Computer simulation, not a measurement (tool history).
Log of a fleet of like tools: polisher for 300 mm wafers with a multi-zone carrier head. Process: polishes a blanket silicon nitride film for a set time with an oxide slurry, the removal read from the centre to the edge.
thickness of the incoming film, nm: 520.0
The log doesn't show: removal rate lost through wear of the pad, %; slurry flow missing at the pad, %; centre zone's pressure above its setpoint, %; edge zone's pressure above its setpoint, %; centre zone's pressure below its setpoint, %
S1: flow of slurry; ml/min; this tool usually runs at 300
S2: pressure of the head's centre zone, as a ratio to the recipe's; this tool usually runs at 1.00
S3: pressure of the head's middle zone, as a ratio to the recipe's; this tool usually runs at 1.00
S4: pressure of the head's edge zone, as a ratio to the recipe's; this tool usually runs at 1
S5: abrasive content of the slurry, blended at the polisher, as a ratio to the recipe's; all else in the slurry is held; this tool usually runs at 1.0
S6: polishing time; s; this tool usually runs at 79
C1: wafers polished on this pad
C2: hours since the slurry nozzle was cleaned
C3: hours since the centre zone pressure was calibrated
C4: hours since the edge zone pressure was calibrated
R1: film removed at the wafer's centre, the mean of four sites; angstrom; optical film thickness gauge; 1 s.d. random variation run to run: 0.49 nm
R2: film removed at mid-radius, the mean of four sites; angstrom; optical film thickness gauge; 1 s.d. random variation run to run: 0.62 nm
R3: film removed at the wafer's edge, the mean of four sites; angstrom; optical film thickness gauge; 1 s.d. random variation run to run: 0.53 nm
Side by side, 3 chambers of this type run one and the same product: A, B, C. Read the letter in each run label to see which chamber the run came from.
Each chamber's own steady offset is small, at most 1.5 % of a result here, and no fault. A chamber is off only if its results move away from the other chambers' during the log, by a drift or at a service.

run	hour	S1	S2	S3	S4	S5	S6	C1	C2	C3	C4	R1	R2	R3
1B	8.1	300	1.00	1.00	1	1.0	79	688	192.0	592.1	457.4	449.65	440.86	446.24
2C	14.1	300	1.00	1.00	1	1.0	79	340	155.0	23.3	231.3	448.84	457.75	449.33
3A	21.4	300	1.00	1.00	1	1.0	79	600	74.6	323.5	202.5	451.98	438.24	449.70
4C	34.2	300	1.00	1.00	1	1.0	79	459	175.1	43.4	251.4	459.39	453.57	451.15
5B	46.3	300	1.04	0.90	1	1.0	79	913	230.2	630.3	495.6	463.92	416.21	451.95
6A	53.5	300	1.04	0.90	1	1.0	79	790	106.7	355.6	234.6	470.34	402.88	439.66
7A	65.7	300	1.04	0.90	1	1.0	79	862	118.9	367.8	246.8	470.63	417.14	436.06
# hour 72.7: chamber B: edge zone pressure recalibrated
# hour 74.4: chamber C: worn pad replaced by a new one
8C	75.6	300	1.00	1.00	1	1.0	79	7	216.5	84.8	292.8	461.13	441.83	452.41
9B	86.1	300	1.00	1.00	1	1.0	79	1149	270.0	670.1	13.5	435.28	437.44	438.68
10B	92.9	300	1.00	1.00	1	1.0	79	1189	276.8	676.9	20.3	435.87	428.78	432.09
11A	105.5	300	1.00	1.00	1	1.0	79	1097	158.7	407.6	286.6	443.95	444.98	443.06
12C	111.8	245	1.00	1.06	1	1.0	79	221	252.7	121.0	329.0	453.29	472.82	443.03
# hour 113.8: chamber A: worn pad replaced by a new one
13C	123.6	245	1.00	1.06	1	1.0	79	291	264.5	132.8	340.8	432.83	472.06	442.52
14B	135.1	245	1.00	1.06	1	1.0	79	1438	319.0	719.1	62.5	413.62	431.41	419.79
15A	146.2	300	1.00	1.00	1	1.0	79	191	199.4	448.3	327.3	438.70	450.41	449.91
16B	157.4	300	1.00	1.00	1	1.0	79	1570	341.3	741.4	84.8	425.89	420.95	413.69
17C	165.7	300	1.00	1.00	1	1.0	79	539	306.6	174.9	382.9	456.47	457.62	454.94
# hour 171.9: chamber A: slurry nozzle cleaned
18A	176.8	300	0.90	1.00	1	0.9	79	372	5.0	478.9	357.9	379.25	427.99	433.94
19C	189.7	300	0.90	1.00	1	0.9	79	681	330.6	198.9	406.9	393.69	438.20	423.53
20B	197.3	300	0.90	1.00	1	0.9	79	1806	381.2	781.3	124.7	353.46	393.24	384.30
# hour 197.5: chamber B: slurry nozzle cleaned
21A	203.4	300	1.00	1.00	1	1.0	79	529	31.6	505.5	384.5	454.15	431.88	446.46
# hour 206.6: chamber C: worn pad replaced by a new one
# hour 214.3: chamber C: slurry nozzle cleaned
22A	215.0	300	1.00	1.00	1	1.0	79	598	43.2	517.1	396.1	449.88	446.43	451.53
23C	221.6	240	1.00	1.00	1	0.8	79	89	7.3	230.8	438.8	411.31	393.70	391.08
24B	231.1	240	1.00	1.00	1	0.8	79	2005	33.6	815.1	158.5	351.38	348.86	357.65
25A	242.0	240	1.00	1.00	1	0.8	79	757	70.2	544.1	423.1	391.77	401.42	392.98
26C	254.7	300	1.00	0.90	1	1.0	105	284	40.4	263.9	471.9	615.26	562.41	592.73
27B	262.7	300	1.00	0.90	1	1.0	105	2192	65.2	846.7	190.1	516.29	477.13	526.24
28B	271.7	300	1.00	0.90	1	1.0	105	2245	74.2	855.7	199.1	529.32	477.83	531.14
29A	278.6	300	1.00	1.00	1	1.0	92	973	106.8	580.7	459.7	530.74	536.53	520.04
30C	288.0	300	1.00	1.00	1	1.0	92	481	73.7	297.2	505.2	528.56	524.42	515.19

Next, every chamber runs the same settings. What will each give?
31A	297.1	390	1.00	1.00	1	1.0	79					?	?	?
31B	297.1	390	1.00	1.00	1	1.0	79					?	?	?
31C	297.1	390	1.00	1.00	1	1.0	79					?	?	?

run	R1	R2	R3
31A	466.38	454.09	457.15
31B	397.29	396.16	395.23
31C	463.52	463.63	452.28
